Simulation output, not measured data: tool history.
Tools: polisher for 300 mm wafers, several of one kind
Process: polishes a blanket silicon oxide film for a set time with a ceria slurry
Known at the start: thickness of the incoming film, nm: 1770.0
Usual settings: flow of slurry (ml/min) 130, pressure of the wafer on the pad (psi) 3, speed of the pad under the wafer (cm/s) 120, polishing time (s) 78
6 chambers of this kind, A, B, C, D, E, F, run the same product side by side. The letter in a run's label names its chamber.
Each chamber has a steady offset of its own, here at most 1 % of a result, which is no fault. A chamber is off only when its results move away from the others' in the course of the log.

run   hour  flow of slurry (ml/min)  pressure of the wafer on the pad (psi)  speed of the pad under the wafer (cm/s)  polishing time (s)  film removed (Å)
 1E    6.3                      130                                       3                                      120                  78            3542.4
 2A    9.8                      130                                       3                                      120                  78            3470.8
      12.3  -- chamber E: worn pad replaced by a new one
 3D   15.9                      130                                       3                                      120                  78            3592.6
 4F     22                      130                                       3                                      120                  78            3539.1
 5C   25.4                      130                                       3                                      120                  78            3480.3
      30.2  -- chamber E: head pressure recalibrated
 6B   31.3                      130                                       3                                      120                  78            3528.6
 7A   35.5                      130                                       3                                      120                  78              3517
      39.1  -- chamber D: worn pad replaced by a new one
 8F   40.7                      130                                       3                                      120                  78            3542.6
      40.9  -- chamber A: worn pad replaced by a new one
 9B     45                      170                                     2.2                                      120                  78            2676.3
      48.8  -- chamber C: worn pad replaced by a new one
      51.5  -- chamber B: worn pad replaced by a new one
10D   51.5                      170                                     2.2                                      120                  78            2734.2
11E     57                      170                                     2.2                                      120                  78            2690.4
12C   60.2                      170                                     2.2                                      120                  78            2695.6
13D   66.3                      170                                     2.2                                      120                  78            2705.8
14B   69.5                      170                                     2.2                                      120                  78            2677.5
      72.2  -- chamber F: worn pad replaced by a new one
15C   74.8                      130                                       3                                       86                  68            2193.5
16E   78.3                      130                                       3                                       86                  68            2209.7
17A   82.2                      130                                       3                                       86                  68            2201.9
18F     88                      130                                       3                                       86                  68            2196.5
      89.5  -- chamber A: head pressure recalibrated
19C   93.5                      130                                       3                                       86                  68              2205
20B   98.1                      130                                       3                                       86                  68            2173.2
21E  104.3                      130                                     2.3                                      120                  78            2646.7
     106.4  -- chamber A: worn pad replaced by a new one
     106.4  -- chamber E: worn pad replaced by a new one
22D  111.2                      130                                     2.3                                      120                  78            2682.3
23A  117.1                      130                                     2.3                                      120                  78            2893.6
     117.5  -- chamber F: head pressure recalibrated
24F  121.2                      130                                     2.3                                      120                  78            2707.5
25B  125.1                      130                                     2.3                                      120                  78            2689.7
26F  130.1                      130                                     2.3                                      120                  78            2706.1
     133.1  -- chamber D: worn pad replaced by a new one
27C  135.6                      170                                       3                                      120                  78            3632.1
28E  142.1                      170                                       3                                      120                  78            3678.4
29A  148.7                      170                                       3                                      120                  78            3894.9
30D  155.8                      170                                       3                                      120                  78              3744
31F    160                      170                                       3                                      120                  78            3664.4
       162  -- chamber A: worn pad replaced by a new one
32D  164.9                      170                                       3                                      120                  78            3708.3
     165.5  -- chamber B: worn pad replaced by a new one
     166.9  -- chamber A: slurry nozzle cleaned
33B  170.1                      130                                       3                                      120                  78            3512.6
     172.3  -- chamber C: worn pad replaced by a new one
       173  -- chamber D: head pressure recalibrated
34E  174.1                      130                                       3                                      120                  78            3517.7
35C  179.2                      130                                       3                                      120                  78            3461.9
36A  185.7                      130                                       3                                      120                  78            3766.1
37B  188.8                      130                                       3                                      120                  78            3465.3
38D  193.4                      130                                       3                                      120                  78              3582
39F  197.5                      130                                       3                                      120                  78            3500.1

What goes on in this fleet: one chamber off, a drifting gauge, or nothing beyond the chambers' own small offsets? Name the chamber and the cause, if any.

A service left chamber A off against the others.
Cause: head's pressure above its setpoint, % = 7.5.

Here are 4 candidates for chamber A's next run, each the usual settings with a change, their results left as question marks. Which one brings its results back in line with what the others give on the usual settings?
In line means no further than this from the other chambers' mean on the usual settings: film removed (Å) 80
40A-1  202.6                      130                                     3.1                                      124                  78                 ?
40A-2  202.6                      130                                       3                                      122                  79                 ?
40A-3  202.6                      115                                       3                                      120                  78                 ?
40A-4  202.6                      130                                     2.9                                      118                  76                 ?

The other chambers' mean on the usual settings: film removed (Å) 3510.3
  run  film removed (Å)
40A-1            4012.2
40A-2            3871.9
40A-3              3665
40A-4            3486.2
40A-4 brings the chamber back in line.
